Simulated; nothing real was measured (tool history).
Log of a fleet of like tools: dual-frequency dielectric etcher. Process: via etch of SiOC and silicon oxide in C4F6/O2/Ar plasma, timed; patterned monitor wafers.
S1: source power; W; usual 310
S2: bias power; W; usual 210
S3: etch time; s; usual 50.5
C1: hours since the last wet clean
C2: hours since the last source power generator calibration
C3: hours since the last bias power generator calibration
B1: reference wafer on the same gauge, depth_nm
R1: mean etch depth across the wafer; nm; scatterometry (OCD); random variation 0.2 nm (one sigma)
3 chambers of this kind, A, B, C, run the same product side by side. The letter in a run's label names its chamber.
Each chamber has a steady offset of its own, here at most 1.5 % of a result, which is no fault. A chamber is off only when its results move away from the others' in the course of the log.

run,hour,S1,S2,S3,C1,C2,C3,B1,R1
1A,3.6,310,210,50.5,105.0,2544.4,815.9,55.364,54.139
2C,8.8,310,210,50.5,397.2,880.5,4796.9,55.367,54.298
3B,13.0,310,210,50.5,313.1,3384.9,1597.6,55.451,54.780
4B,18.0,310,210,50.5,318.1,3389.9,1602.6,55.405,55.270
5A,22.9,310,210,50.5,124.3,2563.7,835.2,55.435,54.221
6C,27.3,310,210,50.5,415.7,899.0,4815.4,55.361,54.525
7A,31.2,310,210,50.5,132.6,2572.0,843.5,55.424,54.227
8B,34.1,310,210,50.5,334.2,3406.0,1618.7,55.390,55.102
9C,38.7,310,210,50.5,427.1,910.4,4826.8,55.453,54.527
10C,42.7,310,210,50.5,431.1,914.4,4830.8,55.424,54.562
11B,45.7,310,210,50.5,345.8,3417.6,1630.3,55.419,54.831
12A,50.9,310,210,50.5,152.3,2591.7,863.2,55.374,53.822
13B,53.8,310,210,50.5,353.9,3425.7,1638.4,55.390,54.924
14C,56.8,310,210,50.5,445.2,928.5,4844.9,55.433,54.654
15A,62.0,310,210,50.5,163.4,2602.8,874.3,55.422,53.719
16B,64.3,310,210,50.5,364.4,3436.2,1648.9,55.372,54.885
17A,66.9,310,210,50.5,168.3,2607.7,879.2,55.401,53.515
18C,72.0,310,210,50.5,460.4,943.7,4860.1,55.346,54.723
19A,76.6,310,210,50.5,178.0,2617.4,888.9,55.430,52.720
20C,81.6,310,210,50.5,470.0,953.3,4869.7,55.350,54.307
21B,84.7,240,210,65.0,384.8,3456.6,1669.3,55.427,64.489
22A,89.6,240,210,65.0,191.0,2630.4,901.9,55.356,61.977
23C,92.0,240,210,65.0,480.4,963.7,4880.1,55.414,63.693
24B,94.5,310,210,50.5,394.6,3466.4,1679.1,55.359,54.917
25B,99.7,310,210,50.5,399.8,3471.6,1684.3,55.402,54.868
26A,104.6,310,210,50.5,206.0,2645.4,916.9,55.406,52.209
27C,108.6,310,210,50.5,497.0,980.3,4896.7,55.374,54.612
28C,112.3,310,210,50.5,500.7,984.0,4900.4,55.409,54.858
29A,117.1,310,210,50.5,218.5,2657.9,929.4,55.371,52.283
30B,119.9,310,210,50.5,420.0,3491.8,1704.5,55.393,54.971
31C,123.6,310,210,50.5,512.0,995.3,4911.7,55.402,54.536
32A,126.9,310,210,50.5,228.3,2667.7,939.2,55.388,51.808
33B,132.3,310,210,50.5,432.4,3504.2,1716.9,55.447,55.092
34A,136.9,310,210,50.5,238.3,2677.7,949.2,55.406,51.566
35B,141.0,310,210,50.5,441.1,3512.9,1725.6,55.354,55.181

Is one chamber off against the others, does the gauge drift, or is nothing wrong? If a chamber is off, say which, and what the likeliest cause is.

Chamber A drifts away from the others.
Cause: etch rate under this chamber's usual, % = 5.2.

Here are 4 candidates for chamber A's next run, each the usual settings with a change, their results left as question marks. Which one brings its results back in line with what the others give on the usual settings?
In line means no further than this from the other chambers' mean on the usual settings: R1 0.710 nm
36A-1,144.9,310,213,53.5,,,,,?
36A-2,144.9,310,207,47.5,,,,,?
36A-3,144.9,310,229,50.5,,,,,?
36A-4,144.9,310,210,49.0,,,,,?

The other chambers' mean on the usual settings: R1 54.692 nm
run,R1
36A-1,54.597
36A-2,48.005
36A-3,52.831
36A-4,49.764
36A-1 brings the chamber back in line.
